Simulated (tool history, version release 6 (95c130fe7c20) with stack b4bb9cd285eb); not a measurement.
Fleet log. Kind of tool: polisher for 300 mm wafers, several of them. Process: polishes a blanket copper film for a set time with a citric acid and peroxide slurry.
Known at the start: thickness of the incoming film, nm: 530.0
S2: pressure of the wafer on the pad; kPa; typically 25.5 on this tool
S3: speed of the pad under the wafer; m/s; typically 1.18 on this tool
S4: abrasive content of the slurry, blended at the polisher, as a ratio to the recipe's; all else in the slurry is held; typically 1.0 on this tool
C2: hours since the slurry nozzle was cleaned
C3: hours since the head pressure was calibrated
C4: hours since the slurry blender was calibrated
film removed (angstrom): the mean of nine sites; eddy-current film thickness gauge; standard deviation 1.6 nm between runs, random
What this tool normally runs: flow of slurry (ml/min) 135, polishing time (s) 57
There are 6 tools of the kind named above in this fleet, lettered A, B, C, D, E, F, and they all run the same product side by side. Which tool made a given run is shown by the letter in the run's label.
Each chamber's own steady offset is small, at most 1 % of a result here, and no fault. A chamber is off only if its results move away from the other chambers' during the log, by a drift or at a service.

-- hour=2.9 chamber B: worn pad replaced by a new one
-- hour=10.3 chamber A: worn pad replaced by a new one
run 1D hour=13.5 | flow_of_slurry_(ml/min)=135 S2=25.5 S3=1.18 S4=1.0 polishing_time_(s)=57 | wafers_polished_on_this_pad=447 C2=109.1 C3=571.2 C4=63.8 | film_removed_(angstrom)=1824.7
run 2E hour=29.6 | flow_of_slurry_(ml/min)=135 S2=25.5 S3=1.18 S4=1.0 polishing_time_(s)=57 | wafers_polished_on_this_pad=512 C2=142.2 C3=365.4 C4=412.0 | film_removed_(angstrom)=1884.4
run 3C hour=39.5 | flow_of_slurry_(ml/min)=135 S2=25.5 S3=1.18 S4=1.0 polishing_time_(s)=57 | wafers_polished_on_this_pad=1115 C2=259.4 C3=620.1 C4=121.3 | film_removed_(angstrom)=1860.9
-- hour=43.9 chamber C: worn pad replaced by a new one
-- hour=46.1 chamber A: slurry nozzle cleaned
run 4A hour=48.8 | flow_of_slurry_(ml/min)=135 S2=25.5 S3=1.18 S4=1.0 polishing_time_(s)=57 | wafers_polished_on_this_pad=466 C2=2.7 C3=385.1 C4=130.8 | film_removed_(angstrom)=1872.6
run 5B hour=56.3 | flow_of_slurry_(ml/min)=135 S2=25.5 S3=1.18 S4=1.0 polishing_time_(s)=57 | wafers_polished_on_this_pad=647 C2=336.4 C3=178.6 C4=228.9 | film_removed_(angstrom)=1885.0
-- hour=63.6 chamber B: slurry nozzle cleaned
-- hour=63.8 chamber E: slurry blender recalibrated
-- hour=65.9 chamber D: worn pad replaced by a new one
run 6F hour=67.6 | flow_of_slurry_(ml/min)=105 S2=25.5 S3=0.78 S4=1.0 polishing_time_(s)=57 | wafers_polished_on_this_pad=1118 C2=100.1 C3=312.1 C4=134.2 | film_removed_(angstrom)=1155.8
-- hour=71.4 chamber B: slurry blender recalibrated
-- hour=81.6 chamber E: worn pad replaced by a new one
run 7D hour=83.6 | flow_of_slurry_(ml/min)=105 S2=25.5 S3=0.78 S4=1.0 polishing_time_(s)=57 | wafers_polished_on_this_pad=215 C2=179.2 C3=641.3 C4=133.9 | film_removed_(angstrom)=1172.9
run 8E hour=98.2 | flow_of_slurry_(ml/min)=105 S2=25.5 S3=0.78 S4=1.0 polishing_time_(s)=57 | wafers_polished_on_this_pad=201 C2=210.8 C3=434.0 C4=34.4 | film_removed_(angstrom)=1168.8
-- hour=101.3 chamber F: worn pad replaced by a new one
run 9B hour=106.3 | flow_of_slurry_(ml/min)=105 S2=25.5 S3=0.78 S4=1.0 polishing_time_(s)=57 | wafers_polished_on_this_pad=1253 C2=42.8 C3=228.6 C4=34.9 | film_removed_(angstrom)=1164.8
-- hour=113.4 chamber C: slurry blender recalibrated
-- hour=115.0 chamber B: worn pad replaced by a new one
run 10A hour=117.1 | flow_of_slurry_(ml/min)=105 S2=25.5 S3=0.78 S4=1.0 polishing_time_(s)=57 | wafers_polished_on_this_pad=1294 C2=71.0 C3=453.4 C4=199.1 | film_removed_(angstrom)=1201.4
run 11C hour=125.0 | flow_of_slurry_(ml/min)=105 S2=25.5 S3=0.78 S4=1.0 polishing_time_(s)=57 | wafers_polished_on_this_pad=984 C2=344.9 C3=705.6 C4=11.7 | film_removed_(angstrom)=1153.8
-- hour=134.1 chamber A: slurry blender recalibrated
run 12F hour=137.4 | flow_of_slurry_(ml/min)=135 S2=25.5 S3=1.18 S4=1.0 polishing_time_(s)=57 | wafers_polished_on_this_pad=438 C2=169.9 C3=381.9 C4=204.0 | film_removed_(angstrom)=1825.2
-- hour=140.5 chamber A: worn pad replaced by a new one
run 13D hour=145.6 | flow_of_slurry_(ml/min)=135 S2=25.5 S3=1.18 S4=1.0 polishing_time_(s)=57 | wafers_polished_on_this_pad=967 C2=241.2 C3=703.3 C4=195.9 | film_removed_(angstrom)=1843.0
run 14A hour=152.8 | flow_of_slurry_(ml/min)=135 S2=25.5 S3=1.18 S4=1.1 polishing_time_(s)=57 | wafers_polished_on_this_pad=150 C2=106.7 C3=489.1 C4=18.7 | film_removed_(angstrom)=1898.9
-- hour=154.8 chamber C: worn pad replaced by a new one
-- hour=159.1 chamber D: worn pad replaced by a new one
-- hour=159.2 chamber E: slurry nozzle cleaned
-- hour=162.0 chamber A: head pressure recalibrated
-- hour=163.1 chamber D: head pressure recalibrated
run 15B hour=168.5 | flow_of_slurry_(ml/min)=135 S2=25.5 S3=1.18 S4=1.1 polishing_time_(s)=57 | wafers_polished_on_this_pad=649 C2=105.0 C3=290.8 C4=97.1 | film_removed_(angstrom)=1935.2
run 16F hour=182.7 | flow_of_slurry_(ml/min)=135 S2=25.5 S3=1.18 S4=1.1 polishing_time_(s)=57 | wafers_polished_on_this_pad=987 C2=215.2 C3=427.2 C4=249.3 | film_removed_(angstrom)=1899.2
-- hour=193.7 chamber E: worn pad replaced by a new one
run 17E hour=199.0 | flow_of_slurry_(ml/min)=135 S2=25.5 S3=1.18 S4=1.1 polishing_time_(s)=57 | wafers_polished_on_this_pad=64 C2=39.9 C3=534.8 C4=135.2 | film_removed_(angstrom)=1930.5
run 18C hour=212.7 | flow_of_slurry_(ml/min)=135 S2=25.5 S3=1.18 S4=1.1 polishing_time_(s)=57 | wafers_polished_on_this_pad=702 C2=432.6 C3=793.3 C4=99.4 | film_removed_(angstrom)=1901.4
-- hour=215.9 chamber F: worn pad replaced by a new one
run 19B hour=221.2 | flow_of_slurry_(ml/min)=135 S2=25.5 S3=1.18 S4=1.1 polishing_time_(s)=57 | wafers_polished_on_this_pad=1288 C2=157.7 C3=343.5 C4=149.8 | film_removed_(angstrom)=1919.9
-- hour=224.8 chamber B: worn pad replaced by a new one
-- hour=232.1 chamber F: slurry blender recalibrated
run 20D hour=237.1 | flow_of_slurry_(ml/min)=135 S2=25.5 S3=1.18 S4=1.0 polishing_time_(s)=57 | wafers_polished_on_this_pad=946 C2=332.7 C3=74.1 C4=287.4 | film_removed_(angstrom)=2013.9
-- hour=245.1 chamber C: slurry nozzle cleaned
run 21E hour=245.6 | flow_of_slurry_(ml/min)=135 S2=25.5 S3=1.18 S4=1.0 polishing_time_(s)=57 | wafers_polished_on_this_pad=629 C2=86.5 C3=581.4 C4=181.8 | film_removed_(angstrom)=1853.7
-- hour=250.2 chamber A: worn pad replaced by a new one
-- hour=252.4 chamber D: worn pad replaced by a new one
-- hour=254.9 chamber C: worn pad replaced by a new one
run 22A hour=261.2 | flow_of_slurry_(ml/min)=155 S2=25.5 S3=1.18 S4=1.0 polishing_time_(s)=57 | wafers_polished_on_this_pad=133 C2=215.1 C3=99.2 C4=127.1 | film_removed_(angstrom)=1922.0
-- hour=276.3 chamber C: slurry blender recalibrated
run 23C hour=277.0 | flow_of_slurry_(ml/min)=155 S2=25.5 S3=1.18 S4=1.0 polishing_time_(s)=57 | wafers_polished_on_this_pad=267 C2=32.0 C3=857.6 C4=0.7 | film_removed_(angstrom)=1911.8
run 24F hour=285.6 | flow_of_slurry_(ml/min)=155 S2=25.5 S3=1.18 S4=1.0 polishing_time_(s)=57 | wafers_polished_on_this_pad=845 C2=318.1 C3=530.1 C4=53.5 | film_removed_(angstrom)=1932.9
run 25E hour=292.9 | flow_of_slurry_(ml/min)=155 S2=25.5 S3=1.18 S4=1.0 polishing_time_(s)=57 | wafers_polished_on_this_pad=1203 C2=133.8 C3=628.7 C4=229.1 | film_removed_(angstrom)=1905.2
-- hour=300.6 chamber E: worn pad replaced by a new one
run 26A hour=307.6 | flow_of_slurry_(ml/min)=155 S2=25.5 S3=1.18 S4=1.0 polishing_time_(s)=57 | wafers_polished_on_this_pad=696 C2=261.5 C3=145.6 C4=173.5 | film_removed_(angstrom)=1925.7
run 27D hour=316.0 | flow_of_slurry_(ml/min)=155 S2=25.5 S3=1.18 S4=1.0 polishing_time_(s)=57 | wafers_polished_on_this_pad=772 C2=411.6 C3=153.0 C4=366.3 | film_removed_(angstrom)=2064.9
-- hour=325.8 chamber F: worn pad replaced by a new one
run 28B hour=326.0 | flow_of_slurry_(ml/min)=135 S2=25.5 S3=1.18 S4=1.0 polishing_time_(s)=57 | wafers_polished_on_this_pad=1226 C2=262.5 C3=448.3 C4=254.6 | film_removed_(angstrom)=1879.4
-- hour=331.0 chamber B: worn pad replaced by a new one
-- hour=334.5 chamber A: slurry blender recalibrated
run 29C hour=341.3 | flow_of_slurry_(ml/min)=135 S2=29.0 S3=1.18 S4=1.0 polishing_time_(s)=43 | wafers_polished_on_this_pad=1047 C2=96.3 C3=921.9 C4=65.0 | film_removed_(angstrom)=1595.6
-- hour=347.8 chamber F: slurry nozzle cleaned
-- hour=349.4 chamber D: slurry nozzle cleaned
-- hour=350.5 chamber D: worn pad replaced by a new one
-- hour=351.9 chamber B: slurry blender recalibrated
run 30F hour=352.1 | flow_of_slurry_(ml/min)=135 S2=29.0 S3=1.18 S4=1.0 polishing_time_(s)=43 | wafers_polished_on_this_pad=319 C2=4.3 C3=596.6 C4=120.0 | film_removed_(angstrom)=1581.3
-- hour=356.3 chamber B: slurry nozzle cleaned
run 31A hour=363.0 | flow_of_slurry_(ml/min)=135 S2=29.0 S3=1.18 S4=1.0 polishing_time_(s)=43 | wafers_polished_on_this_pad=1368 C2=316.9 C3=201.0 C4=28.6 | film_removed_(angstrom)=1602.3
-- hour=367.5 chamber C: worn pad replaced by a new one
run 32E hour=372.8 | flow_of_slurry_(ml/min)=135 S2=29.0 S3=1.18 S4=1.0 polishing_time_(s)=43 | wafers_polished_on_this_pad=875 C2=213.7 C3=708.6 C4=309.0 | film_removed_(angstrom)=1585.8
run 33C hour=381.5 | flow_of_slurry_(ml/min)=135 S2=29.0 S3=1.18 S4=1.0 polishing_time_(s)=43 | wafers_polished_on_this_pad=170 C2=136.5 C3=962.1 C4=105.2 | film_removed_(angstrom)=1602.0
-- hour=383.3 chamber A: worn pad replaced by a new one
run 34B hour=388.8 | flow_of_slurry_(ml/min)=135 S2=29.0 S3=1.18 S4=1.0 polishing_time_(s)=43 | wafers_polished_on_this_pad=700 C2=32.5 C3=511.1 C4=36.9 | film_removed_(angstrom)=1577.8
-- hour=398.4 chamber D: slurry blender recalibrated
run 35D hour=400.5 | flow_of_slurry_(ml/min)=135 S2=25.5 S3=1.18 S4=1.0 polishing_time_(s)=57 | wafers_polished_on_this_pad=607 C2=51.2 C3=237.5 C4=2.1 | film_removed_(angstrom)=2015.7
-- hour=403.5 chamber E: worn pad replaced by a new one
run 36F hour=415.9 | flow_of_slurry_(ml/min)=135 S2=25.5 S3=1.18 S4=1.0 polishing_time_(s)=57 | wafers_polished_on_this_pad=1093 C2=68.1 C3=660.4 C4=183.8 | film_removed_(angstrom)=1842.5
run 37A hour=430.0 | flow_of_slurry_(ml/min)=135 S2=25.5 S3=1.18 S4=1.0 polishing_time_(s)=57 | wafers_polished_on_this_pad=567 C2=383.9 C3=268.0 C4=95.6 | film_removed_(angstrom)=1861.4
run 38D hour=438.7 | flow_of_slurry_(ml/min)=135 S2=25.5 S3=1.18 S4=1.0 polishing_time_(s)=57 | wafers_polished_on_this_pad=1070 C2=89.4 C3=275.7 C4=40.3 | film_removed_(angstrom)=1983.9
-- hour=439.3 chamber C: head pressure recalibrated
-- hour=446.0 chamber E: slurry nozzle cleaned
-- hour=447.2 chamber D: worn pad replaced by a new one
-- hour=448.2 chamber B: worn pad replaced by a new one
run 39C hour=448.2 | flow_of_slurry_(ml/min)=135 S2=25.5 S3=1.18 S4=1.0 polishing_time_(s)=57 | wafers_polished_on_this_pad=979 C2=203.2 C3=8.9 C4=171.9 | film_removed_(angstrom)=1836.0
-- hour=455.6 chamber F: worn pad replaced by a new one
run 40F hour=463.0 | flow_of_slurry_(ml/min)=135 S2=25.5 S3=1.18 S4=1.0 polishing_time_(s)=57 | wafers_polished_on_this_pad=90 C2=115.2 C3=707.5 C4=230.9 | film_removed_(angstrom)=1854.5
run 41E hour=471.3 | flow_of_slurry_(ml/min)=135 S2=25.5 S3=1.18 S4=1.0 polishing_time_(s)=57 | wafers_polished_on_this_pad=822 C2=25.3 C3=807.1 C4=407.5 | film_removed_(angstrom)=1854.6
run 42B hour=478.4 | flow_of_slurry_(ml/min)=135 S2=25.5 S3=1.18 S4=1.0 polishing_time_(s)=57 | wafers_polished_on_this_pad=366 C2=122.1 C3=600.7 C4=126.5 | film_removed_(angstrom)=1860.7
run 43B hour=486.6 | flow_of_slurry_(ml/min)=135 S2=25.5 S3=1.18 S4=1.0 polishing_time_(s)=57 | wafers_polished_on_this_pad=465 C2=130.3 C3=608.9 C4=134.7 | film_removed_(angstrom)=1848.5
run 44D hour=496.6 | flow_of_slurry_(ml/min)=135 S2=25.5 S3=1.18 S4=1.0 polishing_time_(s)=57 | wafers_polished_on_this_pad=599 C2=147.3 C3=333.6 C4=98.2 | film_removed_(angstrom)=1967.0

One chamber off, gauge drift, or nothing amiss beyond the chambers' own small offsets? If it is a chamber, which one, and what is the likeliest cause?

A service left chamber D off against the others.
Likeliest cause: head's pressure above its setpoint, % = 8.06.

Here are 4 candidates for chamber D's next run, each the usual settings with a change, their results left as question marks. Which one brings its results back in line with what the others give on the usual settings?
In line means no further than this from the other chambers' mean on the usual settings: film removed (angstrom) 57.0
run 45D-1 hour=508.3 | flow_of_slurry_(ml/min)=135 S2=24.8 S3=1.14 S4=1.0 polishing_time_(s)=57 | film_removed_(angstrom)=?
run 45D-2 hour=508.3 | flow_of_slurry_(ml/min)=135 S2=25.5 S3=1.20 S4=1.0 polishing_time_(s)=57 | film_removed_(angstrom)=?
run 45D-3 hour=508.3 | flow_of_slurry_(ml/min)=135 S2=25.5 S3=1.16 S4=1.0 polishing_time_(s)=57 | film_removed_(angstrom)=?
run 45D-4 hour=508.3 | flow_of_slurry_(ml/min)=135 S2=25.5 S3=1.22 S4=1.0 polishing_time_(s)=59 | film_removed_(angstrom)=?

The mean the other chambers reach with the usual settings: film removed (angstrom) 1858.8
run=45D-1 film_removed_(angstrom)=1878.3
run=45D-2 film_removed_(angstrom)=2030.8
run=45D-3 film_removed_(angstrom)=1963.6
run=45D-4 film_removed_(angstrom)=2136.8
With 45D-1, the chamber falls back in line with the rest.

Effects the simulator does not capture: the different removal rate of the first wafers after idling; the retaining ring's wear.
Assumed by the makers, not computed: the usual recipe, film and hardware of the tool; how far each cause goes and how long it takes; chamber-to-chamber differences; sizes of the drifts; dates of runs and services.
